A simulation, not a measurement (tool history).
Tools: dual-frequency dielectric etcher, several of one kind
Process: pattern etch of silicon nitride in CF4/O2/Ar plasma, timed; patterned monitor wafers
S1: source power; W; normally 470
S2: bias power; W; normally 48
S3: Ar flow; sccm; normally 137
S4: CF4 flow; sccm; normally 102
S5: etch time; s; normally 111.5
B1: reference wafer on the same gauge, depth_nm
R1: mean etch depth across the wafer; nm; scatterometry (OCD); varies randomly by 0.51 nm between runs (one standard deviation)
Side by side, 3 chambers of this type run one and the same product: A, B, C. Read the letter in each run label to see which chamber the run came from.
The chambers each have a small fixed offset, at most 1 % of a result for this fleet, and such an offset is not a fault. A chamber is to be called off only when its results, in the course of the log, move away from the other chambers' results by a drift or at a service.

run 1C hour=6.5 | S1=470 S2=48 S3=137 S4=102 S5=111.5 | B1=200.98 | R1=189.95
run 2A hour=12.2 | S1=470 S2=48 S3=137 S4=102 S5=111.5 | B1=201.13 | R1=192.00
run 3B hour=19.5 | S1=470 S2=48 S3=137 S4=102 S5=111.5 | B1=201.05 | R1=190.02
run 4B hour=23.9 | S1=470 S2=48 S3=137 S4=102 S5=111.5 | B1=200.98 | R1=190.28
run 5A hour=31.3 | S1=470 S2=48 S3=137 S4=102 S5=111.5 | B1=201.10 | R1=192.50
run 6C hour=38.2 | S1=470 S2=48 S3=137 S4=102 S5=111.5 | B1=200.83 | R1=189.74
run 7B hour=47.7 | S1=470 S2=48 S3=137 S4=102 S5=111.5 | B1=200.95 | R1=189.92
run 8C hour=52.4 | S1=470 S2=36 S3=106 S4=102 S5=111.5 | B1=200.97 | R1=177.34
run 9A hour=58.1 | S1=470 S2=36 S3=106 S4=102 S5=111.5 | B1=200.92 | R1=179.13
run 10A hour=65.3 | S1=470 S2=36 S3=106 S4=102 S5=111.5 | B1=200.95 | R1=178.35
run 11C hour=71.2 | S1=510 S2=48 S3=137 S4=102 S5=111.5 | B1=200.93 | R1=204.83
run 12B hour=77.5 | S1=510 S2=48 S3=137 S4=102 S5=111.5 | B1=200.89 | R1=204.11
run 13C hour=84.5 | S1=510 S2=48 S3=137 S4=102 S5=111.5 | B1=201.13 | R1=204.70
-- hour=92.5 chamber B: Ar flow controller replaced
run 14A hour=93.9 | S1=470 S2=48 S3=137 S4=102 S5=111.5 | B1=200.96 | R1=191.85
run 15B hour=101.5 | S1=470 S2=48 S3=137 S4=102 S5=111.5 | B1=201.02 | R1=190.52
run 16A hour=109.0 | S1=470 S2=57 S3=137 S4=102 S5=132.5 | B1=200.97 | R1=243.72
run 17B hour=113.2 | S1=470 S2=57 S3=137 S4=102 S5=132.5 | B1=200.89 | R1=240.89
run 18C hour=120.6 | S1=470 S2=57 S3=137 S4=102 S5=132.5 | B1=200.97 | R1=242.11
run 19C hour=128.1 | S1=470 S2=48 S3=137 S4=102 S5=111.5 | B1=200.91 | R1=190.72
run 20B hour=136.4 | S1=470 S2=48 S3=137 S4=102 S5=111.5 | B1=201.01 | R1=190.80
run 21A hour=142.9 | S1=470 S2=48 S3=137 S4=102 S5=111.5 | B1=201.17 | R1=192.15
run 22B hour=152.1 | S1=470 S2=48 S3=137 S4=102 S5=111.5 | B1=201.08 | R1=190.23
run 23A hour=159.9 | S1=470 S2=48 S3=137 S4=102 S5=111.5 | B1=201.12 | R1=191.82
run 24C hour=168.0 | S1=470 S2=48 S3=137 S4=102 S5=111.5 | B1=201.02 | R1=190.94

Decide between three cases: one chamber stands off from its peers, the gauge reading all wafers drifts, or nothing is wrong past each chamber's small offset. Where a chamber is off, say which and what most likely put it there.

No chamber is off and the gauge is stable; the differences are just each chamber's small, constant offset.
